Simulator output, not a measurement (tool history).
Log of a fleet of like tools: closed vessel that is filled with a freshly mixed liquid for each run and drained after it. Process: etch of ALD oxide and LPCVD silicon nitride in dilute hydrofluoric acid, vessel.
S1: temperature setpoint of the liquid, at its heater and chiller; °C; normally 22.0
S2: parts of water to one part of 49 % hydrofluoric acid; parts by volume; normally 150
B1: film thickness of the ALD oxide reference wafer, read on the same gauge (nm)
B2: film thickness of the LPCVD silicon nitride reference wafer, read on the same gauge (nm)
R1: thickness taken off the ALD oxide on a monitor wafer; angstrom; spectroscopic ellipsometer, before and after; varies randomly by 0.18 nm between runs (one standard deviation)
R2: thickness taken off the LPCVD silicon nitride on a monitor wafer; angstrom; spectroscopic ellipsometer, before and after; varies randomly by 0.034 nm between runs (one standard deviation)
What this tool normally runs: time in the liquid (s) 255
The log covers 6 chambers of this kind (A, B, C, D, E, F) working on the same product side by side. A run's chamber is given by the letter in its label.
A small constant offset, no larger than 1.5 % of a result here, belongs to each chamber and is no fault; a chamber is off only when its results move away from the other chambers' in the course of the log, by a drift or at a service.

run 1D hour=5.7 | S1=22.0 S2=150 time_in_the_liquid_(s)=255 | B1=70.008 B2=150.00 | R1=204.80 R2=6.6723
run 2B hour=11.5 | S1=22.0 S2=150 time_in_the_liquid_(s)=255 | B1=69.998 B2=149.98 | R1=204.49 R2=7.1206
run 3A hour=21.8 | S1=22.0 S2=150 time_in_the_liquid_(s)=255 | B1=69.980 B2=149.98 | R1=207.22 R2=7.1571
run 4E hour=27.6 | S1=22.0 S2=150 time_in_the_liquid_(s)=255 | B1=70.006 B2=149.98 | R1=204.41 R2=6.2713
run 5F hour=37.3 | S1=22.0 S2=220 time_in_the_liquid_(s)=320 | B1=69.989 B2=150.00 | R1=162.49 R2=6.1502
run 6C hour=46.5 | S1=22.0 S2=220 time_in_the_liquid_(s)=320 | B1=69.982 B2=149.98 | R1=161.20 R2=5.8919
run 7F hour=57.7 | S1=22.0 S2=220 time_in_the_liquid_(s)=320 | B1=70.010 B2=150.03 | R1=163.64 R2=5.3758
run 8B hour=66.4 | S1=22.0 S2=220 time_in_the_liquid_(s)=320 | B1=70.012 B2=149.99 | R1=160.40 R2=5.9659
run 9D hour=76.1 | S1=22.0 S2=220 time_in_the_liquid_(s)=320 | B1=69.982 B2=150.00 | R1=162.36 R2=5.3839
run 10C hour=83.0 | S1=22.0 S2=220 time_in_the_liquid_(s)=320 | B1=70.008 B2=150.03 | R1=157.88 R2=5.3952
run 11E hour=93.5 | S1=22.0 S2=150 time_in_the_liquid_(s)=255 | B1=70.004 B2=150.00 | R1=201.89 R2=6.7167
run 12A hour=104.0 | S1=22.0 S2=150 time_in_the_liquid_(s)=255 | B1=70.002 B2=149.98 | R1=204.45 R2=7.2186
run 13E hour=111.0 | S1=25.5 S2=150 time_in_the_liquid_(s)=255 | B1=69.977 B2=150.00 | R1=234.58 R2=8.3004
run 14A hour=120.3 | S1=25.5 S2=150 time_in_the_liquid_(s)=255 | B1=69.991 B2=150.02 | R1=232.52 R2=7.9815
run 15C hour=128.4 | S1=25.5 S2=150 time_in_the_liquid_(s)=255 | B1=70.004 B2=150.01 | R1=236.36 R2=7.6845
run 16B hour=135.9 | S1=25.5 S2=150 time_in_the_liquid_(s)=255 | B1=70.021 B2=150.00 | R1=233.34 R2=8.2670
run 17F hour=144.8 | S1=25.5 S2=150 time_in_the_liquid_(s)=255 | B1=70.009 B2=149.99 | R1=231.91 R2=8.3489
run 18D hour=154.5 | S1=25.5 S2=150 time_in_the_liquid_(s)=255 | B1=70.008 B2=150.00 | R1=234.80 R2=9.0753
run 19D hour=166.0 | S1=18.5 S2=215 time_in_the_liquid_(s)=255 | B1=70.012 B2=150.02 | R1=117.68 R2=3.8949
run 20F hour=176.8 | S1=18.5 S2=215 time_in_the_liquid_(s)=255 | B1=69.984 B2=150.01 | R1=117.17 R2=3.3998
run 21B hour=187.5 | S1=18.5 S2=215 time_in_the_liquid_(s)=255 | B1=70.009 B2=149.98 | R1=115.11 R2=3.5534
run 22E hour=196.9 | S1=18.5 S2=215 time_in_the_liquid_(s)=255 | B1=69.980 B2=149.94 | R1=112.31 R2=3.3245
run 23C hour=205.2 | S1=18.5 S2=215 time_in_the_liquid_(s)=255 | B1=70.001 B2=150.00 | R1=115.70 R2=3.4405
run 24A hour=215.3 | S1=18.5 S2=215 time_in_the_liquid_(s)=255 | B1=70.010 B2=149.98 | R1=117.18 R2=3.5902
run 25B hour=226.8 | S1=22.0 S2=150 time_in_the_liquid_(s)=185 | B1=70.039 B2=150.00 | R1=148.76 R2=4.5293
run 26F hour=236.5 | S1=22.0 S2=150 time_in_the_liquid_(s)=185 | B1=69.972 B2=149.98 | R1=149.62 R2=4.8717
run 27E hour=243.3 | S1=22.0 S2=150 time_in_the_liquid_(s)=185 | B1=70.001 B2=150.01 | R1=139.37 R2=4.2861
run 28A hour=250.0 | S1=22.0 S2=150 time_in_the_liquid_(s)=185 | B1=69.991 B2=149.93 | R1=150.16 R2=4.8912
run 29C hour=256.9 | S1=22.0 S2=150 time_in_the_liquid_(s)=185 | B1=70.016 B2=149.99 | R1=145.41 R2=4.5888
-- hour=261.7 chamber B: thermometer replaced
run 30D hour=265.1 | S1=22.0 S2=150 time_in_the_liquid_(s)=185 | B1=69.990 B2=149.98 | R1=150.16 R2=4.4080
run 31B hour=272.9 | S1=22.0 S2=150 time_in_the_liquid_(s)=255 | B1=70.014 B2=150.00 | R1=204.25 R2=6.4965
run 32A hour=280.5 | S1=22.0 S2=150 time_in_the_liquid_(s)=255 | B1=69.990 B2=149.99 | R1=205.38 R2=6.4513
run 33C hour=289.2 | S1=22.0 S2=150 time_in_the_liquid_(s)=255 | B1=70.014 B2=149.99 | R1=203.35 R2=6.7592
run 34F hour=300.1 | S1=22.0 S2=150 time_in_the_liquid_(s)=255 | B1=70.001 B2=150.02 | R1=203.14 R2=7.6438
run 35D hour=306.3 | S1=22.0 S2=150 time_in_the_liquid_(s)=255 | B1=69.983 B2=149.98 | R1=205.04 R2=6.4731
run 36E hour=314.1 | S1=22.0 S2=150 time_in_the_liquid_(s)=255 | B1=70.005 B2=149.98 | R1=184.37 R2=6.0204
run 37A hour=321.6 | S1=22.0 S2=150 time_in_the_liquid_(s)=255 | B1=70.021 B2=149.96 | R1=203.77 R2=6.4590

Each of the 6 chambers runs these same settings next. Fill in every chamber's results:
run 38A hour=329.8 | S1=22.0 S2=90 time_in_the_liquid_(s)=255 | R1=? R2=?
run 38B hour=329.8 | S1=22.0 S2=90 time_in_the_liquid_(s)=255 | R1=? R2=?
run 38C hour=329.8 | S1=22.0 S2=90 time_in_the_liquid_(s)=255 | R1=? R2=?
run 38D hour=329.8 | S1=22.0 S2=90 time_in_the_liquid_(s)=255 | R1=? R2=?
run 38E hour=329.8 | S1=22.0 S2=90 time_in_the_liquid_(s)=255 | R1=? R2=?
run 38F hour=329.8 | S1=22.0 S2=90 time_in_the_liquid_(s)=255 | R1=? R2=?

run=38A R1=368.90 R2=9.6422
run=38B R1=364.89 R2=11.5840
run=38C R1=355.97 R2=11.1170
run=38D R1=366.23 R2=11.1010
run=38E R1=326.16 R2=9.8363
run=38F R1=365.74 R2=9.6208

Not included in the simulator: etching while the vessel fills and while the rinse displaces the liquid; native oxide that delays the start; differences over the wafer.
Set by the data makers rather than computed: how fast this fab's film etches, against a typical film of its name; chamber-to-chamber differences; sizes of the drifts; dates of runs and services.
